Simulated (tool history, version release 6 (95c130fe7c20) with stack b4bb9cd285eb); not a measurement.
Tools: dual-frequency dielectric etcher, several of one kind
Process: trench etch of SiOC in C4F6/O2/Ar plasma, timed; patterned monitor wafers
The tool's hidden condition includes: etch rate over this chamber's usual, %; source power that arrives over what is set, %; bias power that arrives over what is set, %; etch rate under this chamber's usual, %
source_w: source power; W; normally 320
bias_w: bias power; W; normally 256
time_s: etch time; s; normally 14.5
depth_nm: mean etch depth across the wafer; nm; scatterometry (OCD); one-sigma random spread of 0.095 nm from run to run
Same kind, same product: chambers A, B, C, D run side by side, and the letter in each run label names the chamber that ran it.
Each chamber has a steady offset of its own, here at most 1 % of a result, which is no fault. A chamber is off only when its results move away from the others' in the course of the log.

| run | day | source_w | bias_w | time_s | hours since the last wet clean | hours since the last source power generator calibration | hours since the last bias power generator calibration | read-back reference wafer on the same gauge, depth_nm | depth_nm |
|---|---|---|---|---|---|---|---|---|---|
| 1D | 0.442 | 320 | 256 | 14.5 | 220.9 | 2243.8 | 724.4 | 33.295 | 30.891 |
|  | 0.588 | chamber A: bias power generator calibrated |
| 2B | 0.946 | 320 | 256 | 14.5 | 77.4 | 92.5 | 705.1 | 33.313 | 30.994 |
| 3C | 1.312 | 320 | 256 | 14.5 | 157.6 | 773.8 | 794.3 | 33.306 | 31.103 |
| 4A | 1.867 | 320 | 256 | 14.5 | 396.5 | 972.0 | 30.7 | 33.314 | 31.062 |
| 5C | 2.325 | 320 | 256 | 14.5 | 181.9 | 798.1 | 818.6 | 33.294 | 31.129 |
| 6B | 2.871 | 320 | 280 | 11.5 | 123.6 | 138.7 | 751.3 | 33.285 | 25.440 |
| 7A | 3.471 | 320 | 280 | 11.5 | 435.0 | 1010.5 | 69.2 | 33.323 | 25.376 |
| 8D | 4.004 | 320 | 280 | 11.5 | 306.4 | 2329.3 | 809.9 | 33.275 | 25.458 |
| 9A | 4.404 | 320 | 280 | 11.5 | 457.4 | 1032.9 | 91.6 | 33.286 | 25.501 |
|  | 4.442 | chamber A: wet clean of the chamber |
| 10D | 4.758 | 320 | 256 | 14.5 | 324.5 | 2347.4 | 828.0 | 33.301 | 30.992 |
| 11B | 5.175 | 320 | 256 | 14.5 | 178.9 | 194.0 | 806.6 | 33.288 | 31.054 |
| 12C | 5.717 | 320 | 256 | 14.5 | 263.3 | 879.5 | 900.0 | 33.321 | 31.279 |
| 13A | 6.025 | 320 | 256 | 14.5 | 38.1 | 1071.8 | 130.5 | 33.280 | 31.474 |
| 14B | 6.692 | 320 | 279 | 14.5 | 215.3 | 230.4 | 843.0 | 33.263 | 31.859 |
| 15C | 7.138 | 320 | 279 | 14.5 | 297.4 | 913.6 | 934.1 | 33.300 | 32.198 |
| 16D | 7.450 | 320 | 279 | 14.5 | 389.1 | 2412.0 | 892.6 | 33.284 | 32.168 |
| 17B | 7.929 | 320 | 279 | 14.5 | 245.0 | 260.1 | 872.7 | 33.287 | 32.113 |
| 18D | 8.529 | 320 | 256 | 14.5 | 415.0 | 2437.9 | 918.5 | 33.300 | 30.840 |
|  | 8.975 | chamber D: wet clean of the chamber |
| 19A | 9.121 | 320 | 256 | 14.5 | 112.4 | 1146.1 | 204.8 | 33.298 | 31.737 |
| 20C | 9.675 | 320 | 276 | 13.0 | 358.3 | 974.5 | 995.0 | 33.299 | 28.814 |
| 21A | 10.154 | 320 | 276 | 13.0 | 137.2 | 1170.9 | 229.6 | 33.292 | 29.012 |
| 22D | 10.762 | 320 | 276 | 13.0 | 43.0 | 2491.5 | 972.1 | 33.298 | 28.461 |
| 23B | 11.108 | 320 | 276 | 13.0 | 321.3 | 336.4 | 949.0 | 33.302 | 28.599 |
| 24C | 11.512 | 320 | 295 | 14.5 | 402.4 | 1018.6 | 1039.1 | 33.308 | 32.903 |

What goes on in this fleet: one chamber off, a drifting gauge, or nothing beyond the chambers' own small offsets? Name the chamber and the cause, if any.

A service on chamber A put it out of line with the rest.
Cause: etch rate over this chamber's usual, % = 2.07.

Which of the 4 candidates below, each the usual settings with something changed and its results left as question marks, puts chamber A back in line with what the other chambers give on the usual settings?
Counts as in line when no further than this from what the other chambers average on the usual settings: depth_nm 0.330 nm
| 25A-1 | 11.992 | 340 | 268 | 14.5 |  |  |  |  | ? |
| 25A-2 | 11.992 | 320 | 254 | 14.0 |  |  |  |  | ? |
| 25A-3 | 11.992 | 310 | 250 | 14.5 |  |  |  |  | ? |
| 25A-4 | 11.992 | 330 | 262 | 14.5 |  |  |  |  | ? |

Average result of the remaining chambers running the usual settings: depth_nm 31.104 nm
| run | depth_nm |
|---|---|
| 25A-1 | 32.849 |
| 25A-2 | 30.425 |
| 25A-3 | 30.963 |
| 25A-4 | 32.225 |
Change 25A-3 lands the chamber within the allowed miss of the other chambers.

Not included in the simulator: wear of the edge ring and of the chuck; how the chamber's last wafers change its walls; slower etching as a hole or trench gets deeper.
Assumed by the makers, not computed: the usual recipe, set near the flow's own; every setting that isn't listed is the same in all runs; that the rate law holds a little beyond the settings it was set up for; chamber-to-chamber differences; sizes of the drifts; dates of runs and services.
